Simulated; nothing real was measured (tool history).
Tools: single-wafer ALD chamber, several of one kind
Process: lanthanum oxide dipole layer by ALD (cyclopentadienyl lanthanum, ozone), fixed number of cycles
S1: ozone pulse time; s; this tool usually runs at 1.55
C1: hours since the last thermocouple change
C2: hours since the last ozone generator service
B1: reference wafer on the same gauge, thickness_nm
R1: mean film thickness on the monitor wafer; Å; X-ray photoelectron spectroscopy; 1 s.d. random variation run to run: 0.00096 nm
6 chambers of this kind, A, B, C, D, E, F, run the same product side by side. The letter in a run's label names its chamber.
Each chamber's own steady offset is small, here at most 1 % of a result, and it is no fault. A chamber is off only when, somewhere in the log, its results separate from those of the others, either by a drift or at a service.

run	hour	S1	C1	C2	B1	R1
1C	9.1	1.55	981.9	40	0.52803	5.5029
2D	18	1.55	453.8	763.4	0.52816	5.55
# hour 19.6: chamber F: thermocouple changed; heater temperature recalibrated
3F	23.2	1.55	3.6	1131.3	0.52825	5.5403
# hour 32.5: chamber F: ozone generator serviced
4E	32.6	1.55	113.2	237.6	0.52839	5.5202
5A	38.2	1.55	1827.3	271.2	0.52842	5.5565
6B	44.8	1.55	722.9	965.3	0.52851	5.4926
7B	49.3	1.55	727.4	969.8	0.52869	5.4899
8D	56.4	1.55	492.2	801.8	0.52883	5.55
9E	64.2	1.91	144.8	269.2	0.52876	5.6348
# hour 65.2: chamber B: ozone generator serviced
10F	71.6	1.91	52	39.2	0.52864	5.6792
11A	76.9	1.91	1866	309.9	0.52895	5.6901
12C	85.2	1.91	1058	116.1	0.52897	5.6276
13F	94.9	1.91	75.3	62.5	0.52891	5.6709
14A	104.4	1.91	1893.5	337.4	0.52933	5.7043
15E	112.8	1.55	193.4	317.8	0.52938	5.5155
16B	117.9	1.55	796	52.8	0.52946	5.5213
17D	125.6	1.55	561.4	871	0.52944	5.5514
18C	131.1	1.55	1103.9	162	0.52975	5.5146
19D	139.4	0.95	575.2	884.8	0.53006	4.951
20B	149	0.95	827.1	83.9	0.52994	4.926
21C	154.1	0.95	1126.9	185	0.53002	4.9308
22A	162.5	0.95	1951.6	395.5	0.53009	4.9239
23E	168.2	0.95	248.8	373.2	0.53014	4.8973
24F	173.8	0.95	154.2	141.4	0.53003	4.9529
25B	183.2	1.55	861.3	118.1	0.53032	5.4941
26D	188.8	1.55	624.6	934.2	0.53025	5.5621
27A	198.6	1.55	1987.7	431.6	0.53044	5.5664
28C	207.5	1.55	1180.3	238.4	0.53067	5.521
29F	217.1	1.26	197.5	184.7	0.53083	5.3515
30E	224.2	1.26	304.8	429.2	0.53088	5.3183
31F	230.4	1.26	210.8	198	0.53115	5.3571
32E	239.5	1.26	320.1	444.5	0.53094	5.3232
# hour 246.8: chamber D: ozone generator serviced
33B	247.5	1.26	925.6	182.4	0.53117	5.3021
34A	257.2	1.26	2046.3	490.2	0.53152	5.3528
35D	264.9	1.55	700.7	18.2	0.53154	5.5728
36C	273.9	1.55	1246.7	304.8	0.53134	5.5265
37C	283.3	1.55	1256.1	314.2	0.53189	5.5221

Has any chamber moved away from the others, gradually or after a service, or does the common gauge drift, or do the chambers differ only by their own small steady offsets? State the chamber and the most likely cause if one applies.

The gauge drifts, so all chambers seem to drift together. No chamber is off.
Most likely cause: gauge reads high (%) = 0.712.

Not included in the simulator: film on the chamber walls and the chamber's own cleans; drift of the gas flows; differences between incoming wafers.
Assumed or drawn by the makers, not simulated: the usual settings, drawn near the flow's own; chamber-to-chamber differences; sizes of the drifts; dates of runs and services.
